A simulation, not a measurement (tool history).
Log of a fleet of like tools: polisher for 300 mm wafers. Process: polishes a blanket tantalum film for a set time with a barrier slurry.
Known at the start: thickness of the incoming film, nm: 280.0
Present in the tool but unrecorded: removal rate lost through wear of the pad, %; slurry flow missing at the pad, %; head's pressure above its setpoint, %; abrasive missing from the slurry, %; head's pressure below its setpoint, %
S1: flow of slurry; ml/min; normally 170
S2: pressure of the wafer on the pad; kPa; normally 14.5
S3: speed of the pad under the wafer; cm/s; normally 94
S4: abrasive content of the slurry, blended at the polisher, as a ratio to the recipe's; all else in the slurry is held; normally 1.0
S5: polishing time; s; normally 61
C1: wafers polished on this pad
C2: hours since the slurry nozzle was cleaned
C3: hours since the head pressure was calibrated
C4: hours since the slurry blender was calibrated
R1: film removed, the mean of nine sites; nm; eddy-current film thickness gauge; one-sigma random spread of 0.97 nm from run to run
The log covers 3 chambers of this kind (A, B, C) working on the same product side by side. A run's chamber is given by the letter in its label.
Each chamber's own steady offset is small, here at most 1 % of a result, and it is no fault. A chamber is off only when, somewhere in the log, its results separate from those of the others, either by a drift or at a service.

run 1A hour=8.7 | S1=170 S2=14.5 S3=94 S4=1.0 S5=61 | C1=828 C2=412.1 C3=253.9 C4=57.7 | R1=92.135
-- hour=10.8 chamber C: slurry blender recalibrated
run 2B hour=21.8 | S1=170 S2=14.5 S3=94 S4=1.0 S5=61 | C1=962 C2=21.9 C3=808.6 C4=47.2 | R1=91.550
-- hour=28.3 chamber B: head pressure recalibrated
-- hour=30.4 chamber A: worn pad replaced by a new one
run 3C hour=35.6 | S1=170 S2=14.5 S3=94 S4=1.0 S5=61 | C1=1026 C2=746.8 C3=797.3 C4=24.8 | R1=91.816
run 4C hour=50.1 | S1=170 S2=14.5 S3=94 S4=1.0 S5=61 | C1=1141 C2=761.3 C3=811.8 C4=39.3 | R1=91.045
-- hour=58.8 chamber B: worn pad replaced by a new one
run 5A hour=62.7 | S1=170 S2=14.5 S3=94 S4=1.0 S5=61 | C1=254 C2=466.1 C3=307.9 C4=111.7 | R1=91.752
-- hour=66.2 chamber C: slurry nozzle cleaned
run 6B hour=72.2 | S1=210 S2=14.5 S3=94 S4=1.0 S5=73 | C1=105 C2=72.3 C3=44.0 C4=97.6 | R1=113.530
run 7B hour=79.9 | S1=210 S2=14.5 S3=94 S4=1.0 S5=73 | C1=166 C2=80.0 C3=51.7 C4=105.3 | R1=113.930
-- hour=88.7 chamber C: worn pad replaced by a new one
run 8C hour=89.7 | S1=210 S2=14.5 S3=94 S4=1.0 S5=73 | C1=7 C2=23.6 C3=851.4 C4=78.9 | R1=113.700
run 9A hour=103.7 | S1=170 S2=14.5 S3=94 S4=1.0 S5=61 | C1=577 C2=507.1 C3=348.9 C4=152.7 | R1=91.045
run 10B hour=115.0 | S1=170 S2=14.5 S3=94 S4=1.0 S5=61 | C1=442 C2=115.1 C3=86.8 C4=140.4 | R1=93.293
-- hour=115.3 chamber A: head pressure recalibrated
-- hour=126.7 chamber B: slurry blender recalibrated
run 11C hour=128.6 | S1=170 S2=14.5 S3=94 S4=1.0 S5=61 | C1=314 C2=62.5 C3=890.3 C4=117.8 | R1=93.790
-- hour=135.0 chamber A: slurry nozzle cleaned
run 12A hour=137.8 | S1=150 S2=14.5 S3=94 S4=0.8 S5=61 | C1=845 C2=2.8 C3=22.5 C4=186.8 | R1=85.493
run 13B hour=146.2 | S1=150 S2=14.5 S3=94 S4=0.8 S5=61 | C1=688 C2=146.3 C3=118.0 C4=19.5 | R1=84.130
run 14C hour=157.8 | S1=150 S2=14.5 S3=94 S4=0.8 S5=61 | C1=543 C2=91.7 C3=919.5 C4=147.0 | R1=84.574
-- hour=165.5 chamber A: worn pad replaced by a new one
run 15A hour=168.3 | S1=170 S2=14.5 S3=94 S4=1.0 S5=61 | C1=22 C2=33.3 C3=53.0 C4=217.3 | R1=91.702
-- hour=180.6 chamber C: slurry blender recalibrated
run 16A hour=181.2 | S1=170 S2=14.5 S3=74 S4=1.0 S5=61 | C1=124 C2=46.2 C3=65.9 C4=230.2 | R1=71.147
-- hour=185.9 chamber C: head pressure recalibrated
run 17C hour=190.1 | S1=170 S2=14.5 S3=74 S4=1.0 S5=61 | C1=798 C2=124.0 C3=4.2 C4=9.6 | R1=67.635
run 18B hour=203.7 | S1=170 S2=14.5 S3=74 S4=1.0 S5=61 | C1=1140 C2=203.8 C3=175.5 C4=77.0 | R1=71.772
-- hour=212.8 chamber A: slurry blender recalibrated
run 19C hour=216.5 | S1=170 S2=14.5 S3=94 S4=1.0 S5=61 | C1=1006 C2=150.4 C3=30.6 C4=36.0 | R1=86.248
run 20A hour=223.4 | S1=170 S2=17.9 S3=94 S4=1.0 S5=71 | C1=456 C2=88.4 C3=108.1 C4=10.6 | R1=130.960
-- hour=228.2 chamber B: worn pad replaced by a new one
run 21B hour=237.6 | S1=170 S2=17.9 S3=94 S4=1.0 S5=71 | C1=74 C2=237.7 C3=209.4 C4=110.9 | R1=130.700
-- hour=241.1 chamber C: worn pad replaced by a new one
-- hour=252.1 chamber B: slurry blender recalibrated
run 22B hour=252.2 | S1=170 S2=17.9 S3=94 S4=1.0 S5=71 | C1=189 C2=252.3 C3=224.0 C4=0.1 | R1=132.340
-- hour=252.3 chamber B: slurry nozzle cleaned
run 23C hour=262.9 | S1=170 S2=14.5 S3=94 S4=1.0 S5=61 | C1=171 C2=196.8 C3=77.0 C4=82.4 | R1=86.044
run 24A hour=270.2 | S1=145 S2=14.5 S3=94 S4=1.0 S5=71 | C1=824 C2=135.2 C3=154.9 C4=57.4 | R1=103.830
-- hour=283.5 chamber A: worn pad replaced by a new one
run 25B hour=284.7 | S1=145 S2=14.5 S3=94 S4=1.0 S5=71 | C1=445 C2=32.4 C3=256.5 C4=32.6 | R1=103.900
run 26A hour=298.5 | S1=145 S2=14.5 S3=94 S4=1.0 S5=71 | C1=118 C2=163.5 C3=183.2 C4=85.7 | R1=104.960
run 27C hour=313.1 | S1=170 S2=14.5 S3=94 S4=1.0 S5=61 | C1=567 C2=247.0 C3=127.2 C4=132.6 | R1=87.203
run 28B hour=323.8 | S1=170 S2=14.5 S3=94 S4=1.0 S5=61 | C1=752 C2=71.5 C3=295.6 C4=71.7 | R1=90.738
-- hour=326.3 chamber C: slurry blender recalibrated
run 29C hour=332.6 | S1=170 S2=14.5 S3=94 S4=1.0 S5=61 | C1=720 C2=266.5 C3=146.7 C4=6.4 | R1=87.058
run 30A hour=341.2 | S1=170 S2=14.5 S3=94 S4=1.0 S5=61 | C1=454 C2=206.2 C3=225.9 C4=128.4 | R1=92.508
run 31A hour=355.6 | S1=170 S2=14.5 S3=94 S4=1.0 S5=61 | C1=567 C2=220.6 C3=240.3 C4=142.8 | R1=90.283

Next, all 3 chambers run the settings below, one line each with question marks for the results. What does each chamber give?
run 32A hour=366.4 | S1=170 S2=14.5 S3=94 S4=1.0 S5=61 | R1=?
run 32B hour=366.4 | S1=170 S2=14.5 S3=94 S4=1.0 S5=61 | R1=?
run 32C hour=366.4 | S1=170 S2=14.5 S3=94 S4=1.0 S5=61 | R1=?

run=32A R1=91.217
run=32B R1=91.278
run=32C R1=84.694
